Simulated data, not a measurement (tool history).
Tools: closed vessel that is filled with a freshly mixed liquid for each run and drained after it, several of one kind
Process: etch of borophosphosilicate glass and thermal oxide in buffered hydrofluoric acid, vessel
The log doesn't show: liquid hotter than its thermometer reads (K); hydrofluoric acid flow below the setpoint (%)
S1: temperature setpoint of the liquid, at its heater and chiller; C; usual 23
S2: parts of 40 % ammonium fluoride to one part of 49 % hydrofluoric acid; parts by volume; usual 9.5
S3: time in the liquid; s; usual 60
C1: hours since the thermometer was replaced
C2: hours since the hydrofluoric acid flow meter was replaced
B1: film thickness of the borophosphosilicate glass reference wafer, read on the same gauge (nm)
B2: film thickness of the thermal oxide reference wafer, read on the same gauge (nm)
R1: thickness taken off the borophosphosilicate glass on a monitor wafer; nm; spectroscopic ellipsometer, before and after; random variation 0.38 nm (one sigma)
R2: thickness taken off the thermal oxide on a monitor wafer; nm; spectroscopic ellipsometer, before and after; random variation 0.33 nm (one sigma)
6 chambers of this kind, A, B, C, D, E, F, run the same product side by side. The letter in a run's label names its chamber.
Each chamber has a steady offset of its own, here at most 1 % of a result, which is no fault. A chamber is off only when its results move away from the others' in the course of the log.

{"run": "1A", "hour": 5.6, "S1": 23, "S2": 9.5, "S3": 60, "C1": 50.2, "C2": 1528, "B1": 29.984, "B2": 40.036, "R1": 73.378, "R2": 70.547}
{"run": "2F", "hour": 11.3, "S1": 23, "S2": 9.5, "S3": 60, "C1": 252.2, "C2": 351.3, "B1": 29.994, "B2": 40.038, "R1": 73.852, "R2": 71.554}
{"run": "3D", "hour": 15.5, "S1": 23, "S2": 9.5, "S3": 60, "C1": 466.8, "C2": 319.4, "B1": 30.052, "B2": 39.991, "R1": 73.528, "R2": 69.754}
{"run": "4B", "hour": 22.1, "S1": 23, "S2": 9.5, "S3": 60, "C1": 1293.1, "C2": 746.2, "B1": 29.998, "B2": 40.017, "R1": 73.602, "R2": 70.829}
{"run": "5E", "hour": 29.5, "S1": 23, "S2": 9.5, "S3": 60, "C1": 48.7, "C2": 881.9, "B1": 29.972, "B2": 40.022, "R1": 72.653, "R2": 70.679}
{"run": "6C", "hour": 34.1, "S1": 23, "S2": 9.5, "S3": 60, "C1": 544, "C2": 715.4, "B1": 29.95, "B2": 40.018, "R1": 71.924, "R2": 71.515}
{"run": "7A", "hour": 39.2, "S1": 23, "S2": 9.5, "S3": 60, "C1": 83.8, "C2": 1561.6, "B1": 29.993, "B2": 40.004, "R1": 73.929, "R2": 71.047}
{"run": "8D", "hour": 42.8, "S1": 23, "S2": 9.5, "S3": 60, "C1": 494.1, "C2": 346.7, "B1": 29.98, "B2": 39.993, "R1": 73.822, "R2": 69.777}
{"run": "9E", "hour": 47.6, "S1": 23, "S2": 9.5, "S3": 60, "C1": 66.8, "C2": 900, "B1": 30.04, "B2": 39.97, "R1": 72.6, "R2": 69.926}
{"hour": 49.9, "done": "chamber B: hydrofluoric acid flow meter replaced"}
{"run": "10B", "hour": 51.6, "S1": 23, "S2": 9.5, "S3": 60, "C1": 1322.6, "C2": 1.7, "B1": 30.029, "B2": 39.997, "R1": 73.955, "R2": 70.1}
{"run": "11F", "hour": 58.7, "S1": 23, "S2": 9.5, "S3": 60, "C1": 299.6, "C2": 398.7, "B1": 30.026, "B2": 40.02, "R1": 72.654, "R2": 71.063}
{"run": "12C", "hour": 65.9, "S1": 23, "S2": 7, "S3": 60, "C1": 575.8, "C2": 747.2, "B1": 30.027, "B2": 40.007, "R1": 97.855, "R2": 95.445}
{"run": "13B", "hour": 73.2, "S1": 23, "S2": 7, "S3": 60, "C1": 1344.2, "C2": 23.3, "B1": 30.023, "B2": 39.981, "R1": 99.227, "R2": 95.201}
{"run": "14A", "hour": 77.4, "S1": 23, "S2": 7, "S3": 60, "C1": 122, "C2": 1599.8, "B1": 30.003, "B2": 40.009, "R1": 99.688, "R2": 96.218}
{"run": "15F", "hour": 84.5, "S1": 23, "S2": 7, "S3": 60, "C1": 325.4, "C2": 424.5, "B1": 30.017, "B2": 40.005, "R1": 99.243, "R2": 97.179}
{"run": "16C", "hour": 91.9, "S1": 23, "S2": 7, "S3": 60, "C1": 601.8, "C2": 773.2, "B1": 30.03, "B2": 40.008, "R1": 98.078, "R2": 96.462}
{"run": "17E", "hour": 95.1, "S1": 23, "S2": 7, "S3": 60, "C1": 114.3, "C2": 947.5, "B1": 30.043, "B2": 40.003, "R1": 98.877, "R2": 94.569}
{"run": "18D", "hour": 100.2, "S1": 23, "S2": 9.5, "S3": 60, "C1": 551.5, "C2": 404.1, "B1": 29.959, "B2": 40.012, "R1": 73.318, "R2": 70.303}
{"run": "19F", "hour": 106.6, "S1": 23, "S2": 9.5, "S3": 60, "C1": 347.5, "C2": 446.6, "B1": 29.986, "B2": 40.027, "R1": 73.463, "R2": 70.535}
{"run": "20E", "hour": 114.1, "S1": 23, "S2": 9.5, "S3": 60, "C1": 133.3, "C2": 966.5, "B1": 29.965, "B2": 39.998, "R1": 72.77, "R2": 70.395}
{"run": "21A", "hour": 120.4, "S1": 23, "S2": 9.5, "S3": 60, "C1": 165, "C2": 1642.8, "B1": 30.026, "B2": 40.002, "R1": 73.055, "R2": 71.118}
{"hour": 121.7, "done": "chamber F: hydrofluoric acid flow meter replaced"}
{"run": "22C", "hour": 125.9, "S1": 23, "S2": 9.5, "S3": 60, "C1": 635.8, "C2": 807.2, "B1": 29.981, "B2": 40, "R1": 72.836, "R2": 71.071}
{"run": "23B", "hour": 131.4, "S1": 23, "S2": 9.5, "S3": 60, "C1": 1402.4, "C2": 81.5, "B1": 29.999, "B2": 39.973, "R1": 72.982, "R2": 70.473}
{"run": "24D", "hour": 136.0, "S1": 23, "S2": 9.5, "S3": 60, "C1": 587.3, "C2": 439.9, "B1": 30.02, "B2": 40.012, "R1": 73.134, "R2": 70.292}
{"run": "25D", "hour": 141.5, "S1": 23, "S2": 9.5, "S3": 30, "C1": 592.8, "C2": 445.4, "B1": 30.004, "B2": 39.991, "R1": 37.06, "R2": 34.926}
{"run": "26E", "hour": 145.3, "S1": 23, "S2": 9.5, "S3": 30, "C1": 164.5, "C2": 997.7, "B1": 30.002, "B2": 39.982, "R1": 36.602, "R2": 35.272}
{"run": "27F", "hour": 149.5, "S1": 23, "S2": 9.5, "S3": 30, "C1": 390.4, "C2": 27.9, "B1": 29.992, "B2": 40.005, "R1": 36.473, "R2": 35.344}
{"hour": 151.4, "done": "chamber C: hydrofluoric acid flow meter replaced"}
{"run": "28A", "hour": 155.8, "S1": 23, "S2": 9.5, "S3": 30, "C1": 200.4, "C2": 1678.2, "B1": 29.981, "B2": 40.014, "R1": 36.819, "R2": 35.35}
{"run": "29B", "hour": 159.8, "S1": 23, "S2": 9.5, "S3": 30, "C1": 1430.8, "C2": 109.9, "B1": 29.969, "B2": 39.969, "R1": 36.924, "R2": 34.846}
{"hour": 160.8, "done": "chamber D: thermometer replaced"}
{"run": "30C", "hour": 164.1, "S1": 23, "S2": 9.5, "S3": 30, "C1": 674, "C2": 12.8, "B1": 30.028, "B2": 39.978, "R1": 36.028, "R2": 35.517}
{"run": "31B", "hour": 167.9, "S1": 23, "S2": 9.5, "S3": 60, "C1": 1438.9, "C2": 118, "B1": 30.021, "B2": 39.998, "R1": 73.88, "R2": 70.525}
{"run": "32A", "hour": 174.0, "S1": 23, "S2": 9.5, "S3": 60, "C1": 218.6, "C2": 1696.4, "B1": 29.972, "B2": 39.984, "R1": 73.422, "R2": 70.818}
{"run": "33D", "hour": 178.0, "S1": 23, "S2": 9.5, "S3": 60, "C1": 17.2, "C2": 481.9, "B1": 30.017, "B2": 40.01, "R1": 73.145, "R2": 70.248}
{"run": "34F", "hour": 182.7, "S1": 23, "S2": 9.5, "S3": 60, "C1": 423.6, "C2": 61.1, "B1": 29.978, "B2": 40.032, "R1": 71.992, "R2": 70.91}
{"run": "35C", "hour": 189.9, "S1": 23, "S2": 9.5, "S3": 60, "C1": 699.8, "C2": 38.6, "B1": 30.002, "B2": 39.999, "R1": 72.496, "R2": 71.451}
{"run": "36E", "hour": 193.9, "S1": 23, "S2": 9.5, "S3": 60, "C1": 213.1, "C2": 1046.3, "B1": 30.026, "B2": 39.972, "R1": 73.265, "R2": 70.345}
{"run": "37F", "hour": 198.6, "S1": 23, "S2": 9.5, "S3": 60, "C1": 439.5, "C2": 77, "B1": 29.999, "B2": 40.039, "R1": 72.321, "R2": 71.313}
{"run": "38D", "hour": 204.6, "S1": 23, "S2": 9.5, "S3": 60, "C1": 43.8, "C2": 508.5, "B1": 30.014, "B2": 40.011, "R1": 73.523, "R2": 70.236}
{"run": "39E", "hour": 211.7, "S1": 23, "S2": 9.5, "S3": 60, "C1": 230.9, "C2": 1064.1, "B1": 30.002, "B2": 39.985, "R1": 72.651, "R2": 69.999}
{"run": "40B", "hour": 215.7, "S1": 23, "S2": 9.5, "S3": 45, "C1": 1486.7, "C2": 165.8, "B1": 29.991, "B2": 39.989, "R1": 55.099, "R2": 53.079}
{"run": "41A", "hour": 220.6, "S1": 23, "S2": 9.5, "S3": 45, "C1": 265.2, "C2": 1743, "B1": 29.996, "B2": 40.017, "R1": 55.186, "R2": 53.033}
{"run": "42C", "hour": 224.1, "S1": 23, "S2": 9.5, "S3": 45, "C1": 734, "C2": 72.8, "B1": 29.982, "B2": 40.018, "R1": 54.586, "R2": 53.214}
{"run": "43E", "hour": 227.4, "S1": 23, "S2": 9.5, "S3": 45, "C1": 246.6, "C2": 1079.8, "B1": 29.968, "B2": 40.015, "R1": 55.106, "R2": 52.136}
{"run": "44C", "hour": 233.9, "S1": 23, "S2": 9.5, "S3": 45, "C1": 743.8, "C2": 82.6, "B1": 29.982, "B2": 40.016, "R1": 54.594, "R2": 53.288}

Is one chamber off against the others, does the gauge drift, or is nothing wrong? If a chamber is off, say which, and what the likeliest cause is.

No chamber stands off beyond its own small offset, and the gauge holds steady.

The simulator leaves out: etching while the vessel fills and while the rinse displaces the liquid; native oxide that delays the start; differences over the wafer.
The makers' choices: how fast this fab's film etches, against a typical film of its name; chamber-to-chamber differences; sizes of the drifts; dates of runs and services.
